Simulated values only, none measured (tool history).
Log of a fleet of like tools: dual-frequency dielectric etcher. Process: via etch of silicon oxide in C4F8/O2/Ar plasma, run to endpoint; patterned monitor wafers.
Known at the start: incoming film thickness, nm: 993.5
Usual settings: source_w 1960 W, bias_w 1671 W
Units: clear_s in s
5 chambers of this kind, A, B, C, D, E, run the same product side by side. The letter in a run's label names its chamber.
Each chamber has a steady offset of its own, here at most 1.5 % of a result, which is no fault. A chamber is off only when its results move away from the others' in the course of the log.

{"run": "1D", "hour": 8.7, "source_w": 1960, "bias_w": 1671, "clear_s": 208.3}
{"run": "2C", "hour": 13.9, "source_w": 1960, "bias_w": 1671, "clear_s": 209.29}
{"run": "3E", "hour": 18.0, "source_w": 1960, "bias_w": 1671, "clear_s": 205.75}
{"run": "4A", "hour": 24.9, "source_w": 1960, "bias_w": 1671, "clear_s": 208.65}
{"run": "5B", "hour": 31.2, "source_w": 1960, "bias_w": 1671, "clear_s": 208.58}
{"run": "6E", "hour": 38.3, "source_w": 1960, "bias_w": 1671, "clear_s": 204.76}
{"hour": 42.2, "done": "chamber D: wet clean of the chamber"}
{"run": "7B", "hour": 45.0, "source_w": 1960, "bias_w": 1671, "clear_s": 207.12}
{"run": "8D", "hour": 52.0, "source_w": 1630, "bias_w": 2077, "clear_s": 209.43}
{"run": "9C", "hour": 58.6, "source_w": 1630, "bias_w": 2077, "clear_s": 212.28}
{"run": "10A", "hour": 63.1, "source_w": 1630, "bias_w": 2077, "clear_s": 211.28}
{"run": "11C", "hour": 69.3, "source_w": 1630, "bias_w": 2077, "clear_s": 210.07}
{"run": "12B", "hour": 73.3, "source_w": 1630, "bias_w": 2077, "clear_s": 210.1}
{"run": "13E", "hour": 80.1, "source_w": 1960, "bias_w": 1671, "clear_s": 204.98}
{"run": "14A", "hour": 87.0, "source_w": 1960, "bias_w": 1671, "clear_s": 208.98}
{"run": "15D", "hour": 91.3, "source_w": 1960, "bias_w": 1671, "clear_s": 207.16}
{"hour": 93.9, "done": "chamber E: wet clean of the chamber"}
{"run": "16D", "hour": 97.8, "source_w": 1960, "bias_w": 1904, "clear_s": 202.03}
{"run": "17E", "hour": 103.5, "source_w": 1960, "bias_w": 1904, "clear_s": 192.8}
{"run": "18A", "hour": 110.0, "source_w": 1960, "bias_w": 1904, "clear_s": 201.6}
{"run": "19C", "hour": 115.2, "source_w": 1960, "bias_w": 1904, "clear_s": 200.25}
{"run": "20B", "hour": 123.0, "source_w": 1960, "bias_w": 1904, "clear_s": 200.59}
{"run": "21A", "hour": 130.6, "source_w": 1960, "bias_w": 1671, "clear_s": 208.07}
{"run": "22B", "hour": 134.6, "source_w": 1960, "bias_w": 1671, "clear_s": 207.21}
{"run": "23C", "hour": 140.6, "source_w": 1960, "bias_w": 1671, "clear_s": 208.99}
{"run": "24D", "hour": 148.9, "source_w": 1960, "bias_w": 1671, "clear_s": 207.31}
{"run": "25E", "hour": 157.3, "source_w": 1960, "bias_w": 1671, "clear_s": 200.68}
{"run": "26A", "hour": 164.8, "source_w": 1760, "bias_w": 1386, "clear_s": 229.11}
{"run": "27E", "hour": 170.2, "source_w": 1760, "bias_w": 1386, "clear_s": 219.13}
{"run": "28D", "hour": 178.8, "source_w": 1760, "bias_w": 1386, "clear_s": 228.56}
{"run": "29B", "hour": 184.0, "source_w": 1760, "bias_w": 1386, "clear_s": 226.3}
{"run": "30C", "hour": 192.1, "source_w": 1760, "bias_w": 1386, "clear_s": 228.55}
{"run": "31B", "hour": 196.3, "source_w": 1960, "bias_w": 1671, "clear_s": 206.74}

Is one chamber off against the others, does the gauge drift, or is nothing wrong? If a chamber is off, say which, and what the likeliest cause is.

A service left chamber E off against the others.
Cause: etch rate over this chamber's usual, % = 2.57.

Here are 4 candidates for chamber E's next run, each the usual settings with a change, their results left as question marks. Which one brings its results back in line with what the others give on the usual settings?
In line means no further than this from the other chambers' mean on the usual settings: clear_s 2.3 s
{"run": "32E-1", "hour": 202.7, "source_w": 2000, "bias_w": 1695, "clear_s": "?"}
{"run": "32E-2", "hour": 202.7, "source_w": 2100, "bias_w": 1750, "clear_s": "?"}
{"run": "32E-3", "hour": 202.7, "source_w": 1900, "bias_w": 1671, "clear_s": "?"}
{"run": "32E-4", "hour": 202.7, "source_w": 1820, "bias_w": 1592, "clear_s": "?"}

The other chambers' mean on the usual settings: clear_s 208.27 s
run=32E-1 clear_s=197.87
run=32E-2 clear_s=192.37
run=32E-3 clear_s=202.74
run=32E-4 clear_s=208.99
32E-4 brings the chamber back in line.
